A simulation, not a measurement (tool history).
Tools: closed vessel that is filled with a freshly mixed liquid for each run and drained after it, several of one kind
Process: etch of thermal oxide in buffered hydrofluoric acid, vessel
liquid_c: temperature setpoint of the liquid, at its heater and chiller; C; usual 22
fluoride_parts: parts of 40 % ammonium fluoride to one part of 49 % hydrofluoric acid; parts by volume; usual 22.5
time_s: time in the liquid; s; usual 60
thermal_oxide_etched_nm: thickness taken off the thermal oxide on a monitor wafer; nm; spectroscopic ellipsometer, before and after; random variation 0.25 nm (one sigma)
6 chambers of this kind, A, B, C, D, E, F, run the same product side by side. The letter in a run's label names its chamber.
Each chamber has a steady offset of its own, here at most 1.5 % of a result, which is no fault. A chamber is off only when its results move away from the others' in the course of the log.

run	hour	liquid_c	fluoride_parts	time_s	read-back film thickness of the thermal oxide reference wafer, read on the same gauge (nm)	thermal_oxide_etched_nm
1A	11.2	22	22.5	60	79.99	29.455
2B	17.9	22	22.5	60	80.009	29.212
3F	28.8	22	22.5	60	80.005	29.661
4C	37.2	22	22.5	60	79.985	28.972
# hour 37.3: chamber C: thermometer replaced
5D	43.6	22	22.5	60	79.986	29.376
6E	54.2	22	22.5	60	79.999	28.878
# hour 56.1: chamber C: hydrofluoric acid flow meter replaced
7B	65.8	22	22.5	60	79.978	29.439
8D	73	22	22.5	60	80.006	29.144
9E	80.3	22	22.5	60	79.985	29.325
10F	89.4	22	22.5	60	79.983	29.577
11A	101.3	22	22.5	60	80.011	29.306
12C	109.3	22	22.5	60	79.995	28.537
13F	117.6	22	22.5	60	79.986	29.596
14D	125.9	22	22.5	60	80.001	28.764
15C	133.2	22	19	60	80.014	33.326
# hour 137.8: chamber D: thermometer replaced
16A	140.7	22	19	60	79.998	33.153
17E	152.7	22	19	60	79.999	33.239
18B	163.9	22	19	60	80.009	33.847
19E	175.6	22	19	60	79.995	33.595
20C	184.9	22	19	60	79.99	32.811
21D	194.5	22	22.5	60	80.015	29.405
22B	203.2	22	22.5	60	80.003	29.302
23A	213	22	22.5	60	80.009	28.368
24F	218.7	22	22.5	60	79.99	29.811
25E	229.5	22	22.5	60	79.973	28.731
26D	236.7	22	22.5	60	80.009	29.582
27C	242.7	22	22.5	60	80.011	29.019
28A	252.7	22	22.5	60	80.003	27.608
29F	259.9	22	22.5	60	80.01	29.958
30B	269.5	22	22.5	60	80.014	29.473
31D	279.8	22	22.5	60	79.972	29.226
32F	288.8	22	22.5	60	80.008	29.986
33B	297.7	22	22.5	60	79.994	29.719
34C	308.9	22	22.5	60	79.989	29.022
35A	319.6	22	22.5	60	79.984	27.77
36E	327.5	22	22.5	60	80.005	29.083
37D	339.2	22	22.5	60	79.964	29.862
38C	350.4	22	22.5	60	80.027	29.167
39F	357.8	22	22.5	60	79.977	29.705

All 6 chambers run these settings next. Forecast each chamber's results:
40A	366.5	26.5	22.5	60		?
40B	366.5	26.5	22.5	60		?
40C	366.5	26.5	22.5	60		?
40D	366.5	26.5	22.5	60		?
40E	366.5	26.5	22.5	60		?
40F	366.5	26.5	22.5	60		?

run	thermal_oxide_etched_nm
40A	34.338
40B	38.061
40C	37.455
40D	37.475
40E	37.481
40F	38.37

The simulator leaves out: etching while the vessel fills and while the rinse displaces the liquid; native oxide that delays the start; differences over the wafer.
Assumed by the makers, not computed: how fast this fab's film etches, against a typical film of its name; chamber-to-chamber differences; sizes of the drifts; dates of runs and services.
